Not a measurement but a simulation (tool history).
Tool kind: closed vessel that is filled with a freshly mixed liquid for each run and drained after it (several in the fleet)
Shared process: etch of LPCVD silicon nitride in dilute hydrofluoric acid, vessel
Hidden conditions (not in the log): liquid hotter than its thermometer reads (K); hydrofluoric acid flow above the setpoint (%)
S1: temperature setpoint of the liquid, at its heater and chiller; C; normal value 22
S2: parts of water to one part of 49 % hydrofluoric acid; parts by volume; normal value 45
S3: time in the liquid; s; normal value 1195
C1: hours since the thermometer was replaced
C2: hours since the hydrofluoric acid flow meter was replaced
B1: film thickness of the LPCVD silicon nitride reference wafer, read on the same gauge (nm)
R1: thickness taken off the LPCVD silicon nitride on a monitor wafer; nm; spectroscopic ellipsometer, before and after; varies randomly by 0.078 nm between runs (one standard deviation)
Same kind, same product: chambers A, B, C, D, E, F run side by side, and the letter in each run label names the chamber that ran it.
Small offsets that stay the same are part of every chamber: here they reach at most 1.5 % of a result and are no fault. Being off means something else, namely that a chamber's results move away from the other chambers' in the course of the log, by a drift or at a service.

{"run": "1E", "hour": 4.9, "S1": 22, "S2": 45, "S3": 1195, "C1": 539.4, "C2": 290.6, "B1": 49.972, "R1": 12.659}
{"run": "2C", "hour": 8.8, "S1": 22, "S2": 45, "S3": 1195, "C1": 400.5, "C2": 1324.3, "B1": 50.015, "R1": 12.572}
{"run": "3F", "hour": 17.4, "S1": 22, "S2": 45, "S3": 1195, "C1": 523.2, "C2": 1704.5, "B1": 50.032, "R1": 12.628}
{"run": "4A", "hour": 26.1, "S1": 22, "S2": 45, "S3": 1195, "C1": 479.8, "C2": 191.3, "B1": 50.052, "R1": 12.538}
{"run": "5B", "hour": 32.7, "S1": 22, "S2": 45, "S3": 1195, "C1": 268, "C2": 597.8, "B1": 49.966, "R1": 12.435}
{"run": "6D", "hour": 40.5, "S1": 22, "S2": 45, "S3": 1195, "C1": 1837.1, "C2": 71.6, "B1": 50.002, "R1": 12.482}
{"run": "7A", "hour": 44.5, "S1": 22, "S2": 45, "S3": 1195, "C1": 498.2, "C2": 209.7, "B1": 50.026, "R1": 12.453}
{"run": "8E", "hour": 53.2, "S1": 22, "S2": 45, "S3": 1195, "C1": 587.7, "C2": 338.9, "B1": 49.986, "R1": 12.533}
{"run": "9D", "hour": 57.4, "S1": 22, "S2": 45, "S3": 1195, "C1": 1854, "C2": 88.5, "B1": 49.993, "R1": 12.357}
{"run": "10C", "hour": 62.4, "S1": 22, "S2": 45, "S3": 1195, "C1": 454.1, "C2": 1377.9, "B1": 50.02, "R1": 12.685}
{"run": "11B", "hour": 69.8, "S1": 22, "S2": 45, "S3": 1195, "C1": 305.1, "C2": 634.9, "B1": 49.931, "R1": 12.419}
{"run": "12F", "hour": 74.1, "S1": 22, "S2": 45, "S3": 1195, "C1": 579.9, "C2": 1761.2, "B1": 50.016, "R1": 12.623}
{"run": "13F", "hour": 82.1, "S1": 22, "S2": 45, "S3": 1195, "C1": 587.9, "C2": 1769.2, "B1": 49.961, "R1": 12.62}
{"run": "14A", "hour": 89.9, "S1": 22, "S2": 45, "S3": 1195, "C1": 543.6, "C2": 255.1, "B1": 50.006, "R1": 12.623}
{"run": "15B", "hour": 95.2, "S1": 22, "S2": 45, "S3": 1195, "C1": 330.5, "C2": 660.3, "B1": 49.992, "R1": 12.673}
{"run": "16C", "hour": 99.4, "S1": 20.5, "S2": 45, "S3": 1195, "C1": 491.1, "C2": 1414.9, "B1": 49.988, "R1": 11.29}
{"run": "17D", "hour": 103.9, "S1": 20.5, "S2": 45, "S3": 1195, "C1": 1900.5, "C2": 135, "B1": 49.96, "R1": 11.153}
{"run": "18E", "hour": 108.0, "S1": 20.5, "S2": 45, "S3": 1195, "C1": 642.5, "C2": 393.7, "B1": 50.026, "R1": 11.355}
{"run": "19C", "hour": 115.6, "S1": 20.5, "S2": 45, "S3": 1195, "C1": 507.3, "C2": 1431.1, "B1": 49.99, "R1": 11.391}
{"run": "20E", "hour": 120.9, "S1": 20.5, "S2": 45, "S3": 1195, "C1": 655.4, "C2": 406.6, "B1": 50.023, "R1": 11.439}
{"run": "21F", "hour": 129.7, "S1": 20.5, "S2": 45, "S3": 1195, "C1": 635.5, "C2": 1816.8, "B1": 49.994, "R1": 11.417}
{"run": "22A", "hour": 135.0, "S1": 22, "S2": 45, "S3": 1195, "C1": 588.7, "C2": 300.2, "B1": 49.977, "R1": 12.535}
{"run": "23D", "hour": 143.5, "S1": 22, "S2": 45, "S3": 1195, "C1": 1940.1, "C2": 174.6, "B1": 49.969, "R1": 12.427}
{"hour": 143.6, "done": "chamber F: hydrofluoric acid flow meter replaced"}
{"run": "24B", "hour": 149.8, "S1": 22, "S2": 45, "S3": 1195, "C1": 385.1, "C2": 714.9, "B1": 49.96, "R1": 13.041}
{"run": "25C", "hour": 153.8, "S1": 22, "S2": 45, "S3": 1195, "C1": 545.5, "C2": 1469.3, "B1": 49.98, "R1": 12.45}
{"run": "26D", "hour": 159.7, "S1": 22, "S2": 45, "S3": 1195, "C1": 1956.3, "C2": 190.8, "B1": 50.002, "R1": 12.521}
{"run": "27E", "hour": 164.0, "S1": 22, "S2": 45, "S3": 1195, "C1": 698.5, "C2": 449.7, "B1": 49.974, "R1": 12.629}
{"hour": 168.7, "done": "chamber B: hydrofluoric acid flow meter replaced"}
{"run": "28A", "hour": 171.5, "S1": 22, "S2": 45, "S3": 1195, "C1": 625.2, "C2": 336.7, "B1": 49.956, "R1": 12.597}
{"hour": 177.7, "done": "chamber E: thermometer replaced"}
{"run": "29B", "hour": 180.3, "S1": 22, "S2": 45, "S3": 1195, "C1": 415.6, "C2": 11.7, "B1": 50.032, "R1": 13.161}
{"run": "30F", "hour": 186.3, "S1": 22, "S2": 45, "S3": 1195, "C1": 692.1, "C2": 42.7, "B1": 49.929, "R1": 12.407}
{"run": "31C", "hour": 193.7, "S1": 22, "S2": 45, "S3": 1195, "C1": 585.4, "C2": 1509.2, "B1": 49.969, "R1": 12.566}
{"hour": 199.8, "done": "chamber D: thermometer replaced"}
{"run": "32E", "hour": 200.3, "S1": 22, "S2": 45, "S3": 1195, "C1": 22.7, "C2": 486, "B1": 49.961, "R1": 12.79}
{"run": "33D", "hour": 209.4, "S1": 22, "S2": 45, "S3": 1195, "C1": 9.7, "C2": 240.5, "B1": 49.977, "R1": 12.38}
{"run": "34B", "hour": 213.5, "S1": 22, "S2": 45, "S3": 1195, "C1": 448.8, "C2": 44.9, "B1": 49.993, "R1": 13.462}
{"run": "35F", "hour": 219.0, "S1": 22, "S2": 45, "S3": 1195, "C1": 724.8, "C2": 75.4, "B1": 49.983, "R1": 12.488}
{"run": "36A", "hour": 225.2, "S1": 22, "S2": 45, "S3": 1195, "C1": 678.9, "C2": 390.4, "B1": 49.978, "R1": 12.53}
{"run": "37A", "hour": 234.1, "S1": 17, "S2": 50, "S3": 1195, "C1": 687.8, "C2": 399.3, "B1": 50.041, "R1": 8.0159}
{"run": "38C", "hour": 242.3, "S1": 17, "S2": 50, "S3": 1195, "C1": 634, "C2": 1557.8, "B1": 50.001, "R1": 7.9508}
{"run": "39D", "hour": 246.4, "S1": 17, "S2": 50, "S3": 1195, "C1": 46.7, "C2": 277.5, "B1": 49.994, "R1": 7.8744}

Predict what each chamber gives when all 6 of them run the settings below next.
{"run": "40A", "hour": 252.9, "S1": 22, "S2": 45, "S3": 1460, "R1": "?"}
{"run": "40B", "hour": 252.9, "S1": 22, "S2": 45, "S3": 1460, "R1": "?"}
{"run": "40C", "hour": 252.9, "S1": 22, "S2": 45, "S3": 1460, "R1": "?"}
{"run": "40D", "hour": 252.9, "S1": 22, "S2": 45, "S3": 1460, "R1": "?"}
{"run": "40E", "hour": 252.9, "S1": 22, "S2": 45, "S3": 1460, "R1": "?"}
{"run": "40F", "hour": 252.9, "S1": 22, "S2": 45, "S3": 1460, "R1": "?"}

run=40A R1=15.134
run=40B R1=16.557
run=40C R1=15.404
run=40D R1=15.091
run=40E R1=15.459
run=40F R1=15.308
